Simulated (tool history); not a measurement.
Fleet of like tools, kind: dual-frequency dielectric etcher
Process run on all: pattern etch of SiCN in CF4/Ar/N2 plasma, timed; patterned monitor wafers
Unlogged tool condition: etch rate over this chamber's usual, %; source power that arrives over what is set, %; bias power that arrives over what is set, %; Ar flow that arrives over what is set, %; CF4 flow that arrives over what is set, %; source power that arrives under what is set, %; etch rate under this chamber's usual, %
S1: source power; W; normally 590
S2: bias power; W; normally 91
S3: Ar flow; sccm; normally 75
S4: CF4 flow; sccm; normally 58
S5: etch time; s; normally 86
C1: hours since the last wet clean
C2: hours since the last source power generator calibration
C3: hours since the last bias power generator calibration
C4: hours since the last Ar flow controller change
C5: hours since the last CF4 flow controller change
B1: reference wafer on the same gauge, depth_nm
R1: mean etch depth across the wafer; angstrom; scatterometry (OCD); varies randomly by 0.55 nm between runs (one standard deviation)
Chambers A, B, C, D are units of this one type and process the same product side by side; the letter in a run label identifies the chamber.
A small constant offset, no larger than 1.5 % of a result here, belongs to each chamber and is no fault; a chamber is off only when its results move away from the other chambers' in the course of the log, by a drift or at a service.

| run | hour | S1 | S2 | S3 | S4 | S5 | C1 | C2 | C3 | C4 | C5 | B1 | R1 |
|---|---|---|---|---|---|---|---|---|---|---|---|---|---|
| 1B | 12.1 | 590 | 91 | 75 | 58 | 86 | 332.7 | 2302.6 | 1516.2 | 1151.3 | 311.8 | 116.12 | 1055.5 |
| 2D | 19.8 | 590 | 91 | 75 | 58 | 86 | 327 | 1951.3 | 2421.6 | 385.6 | 2414.4 | 115.91 | 1037.9 |
| 3C | 31.2 | 590 | 91 | 75 | 58 | 86 | 379.6 | 1480 | 2900 | 1480.6 | 3875.2 | 115.96 | 1039.6 |
| 4A | 42.6 | 590 | 91 | 75 | 58 | 86 | 116.8 | 679 | 1956.8 | 2286.9 | 160.5 | 116.02 | 1036.4 |
| 5A | 53.6 | 590 | 91 | 75 | 58 | 86 | 127.8 | 690 | 1967.8 | 2297.9 | 171.5 | 116.09 | 1031.2 |
| 6B | 63.5 | 590 | 72 | 75 | 58 | 86 | 384.1 | 2354 | 1567.6 | 1202.7 | 363.2 | 116.09 | 974.92 |
| 7C | 73.7 | 590 | 72 | 75 | 58 | 86 | 422.1 | 1522.5 | 2942.5 | 1523.1 | 3917.7 | 115.97 | 954.59 |
| 8D | 81.8 | 590 | 72 | 75 | 58 | 86 | 389 | 2013.3 | 2483.6 | 447.6 | 2476.4 | 116.05 | 948.31 |
|  | 86.8 | chamber D: wet clean of the chamber |
| 9D | 88.3 | 590 | 72 | 75 | 58 | 86 | 1.5 | 2019.8 | 2490.1 | 454.1 | 2482.9 | 115.95 | 907.88 |
|  | 99.6 | chamber C: bias power generator calibrated |
| 10C | 99.8 | 590 | 91 | 75 | 58 | 86 | 448.2 | 1548.6 | 0.3 | 1549.2 | 3943.8 | 115.99 | 1038.8 |
| 11B | 106.1 | 720 | 91 | 75 | 58 | 95 | 426.7 | 2396.6 | 1610.2 | 1245.3 | 405.8 | 115.97 | 1373.9 |
| 12A | 112.6 | 720 | 91 | 75 | 58 | 95 | 186.8 | 749 | 2026.8 | 2356.9 | 230.5 | 116 | 1366.7 |
| 13D | 122 | 720 | 91 | 75 | 58 | 95 | 35.2 | 2053.5 | 2523.8 | 487.8 | 2516.6 | 115.97 | 1297.1 |
| 14B | 132.7 | 720 | 91 | 75 | 58 | 95 | 453.3 | 2423.2 | 1636.8 | 1271.9 | 432.4 | 116.07 | 1393.5 |
| 15A | 141.8 | 590 | 91 | 75 | 58 | 86 | 216 | 778.2 | 2056 | 2386.1 | 259.7 | 115.91 | 1036.1 |
| 16C | 149.7 | 590 | 91 | 75 | 58 | 86 | 498.1 | 1598.5 | 50.2 | 1599.1 | 3993.7 | 115.94 | 1036.9 |
| 17A | 157.6 | 590 | 91 | 75 | 58 | 86 | 231.8 | 794 | 2071.8 | 2401.9 | 275.5 | 115.92 | 1034.1 |
| 18D | 166.6 | 590 | 91 | 75 | 58 | 86 | 79.8 | 2098.1 | 2568.4 | 532.4 | 2561.2 | 116.06 | 987.85 |
|  | 172.4 | chamber B: source power generator calibrated |
| 19B | 172.7 | 590 | 91 | 60 | 58 | 86 | 493.3 | 0.4 | 1676.8 | 1311.9 | 472.4 | 115.91 | 1078 |
| 20C | 179.5 | 590 | 91 | 60 | 58 | 86 | 527.9 | 1628.3 | 80 | 1628.9 | 4023.5 | 115.99 | 1079.5 |
| 21C | 189.1 | 590 | 91 | 60 | 58 | 86 | 537.5 | 1637.9 | 89.6 | 1638.5 | 4033.1 | 115.99 | 1069.6 |
| 22B | 197.5 | 590 | 91 | 60 | 58 | 86 | 518.1 | 25.2 | 1701.6 | 1336.7 | 497.2 | 115.95 | 1078.1 |
| 23A | 209.7 | 590 | 91 | 75 | 58 | 86 | 283.9 | 846.1 | 2123.9 | 2454 | 327.6 | 115.97 | 1028.2 |
| 24D | 215.1 | 650 | 81 | 75 | 58 | 86 | 128.3 | 2146.6 | 2616.9 | 580.9 | 2609.7 | 116.04 | 1036 |
| 25A | 220.7 | 650 | 81 | 75 | 58 | 86 | 294.9 | 857.1 | 2134.9 | 2465 | 338.6 | 116.01 | 1077.2 |

For the next run the whole fleet of 4 chambers uses the same settings. Give each chamber's results:
| 26A | 229.5 | 590 | 91 | 75 | 58 | 67.5 |  |  |  |  |  |  | ? |
| 26B | 229.5 | 590 | 91 | 75 | 58 | 67.5 |  |  |  |  |  |  | ? |
| 26C | 229.5 | 590 | 91 | 75 | 58 | 67.5 |  |  |  |  |  |  | ? |
| 26D | 229.5 | 590 | 91 | 75 | 58 | 67.5 |  |  |  |  |  |  | ? |

| run | R1 |
|---|---|
| 26A | 807.38 |
| 26B | 821.9 |
| 26C | 815.59 |
| 26D | 781.24 |
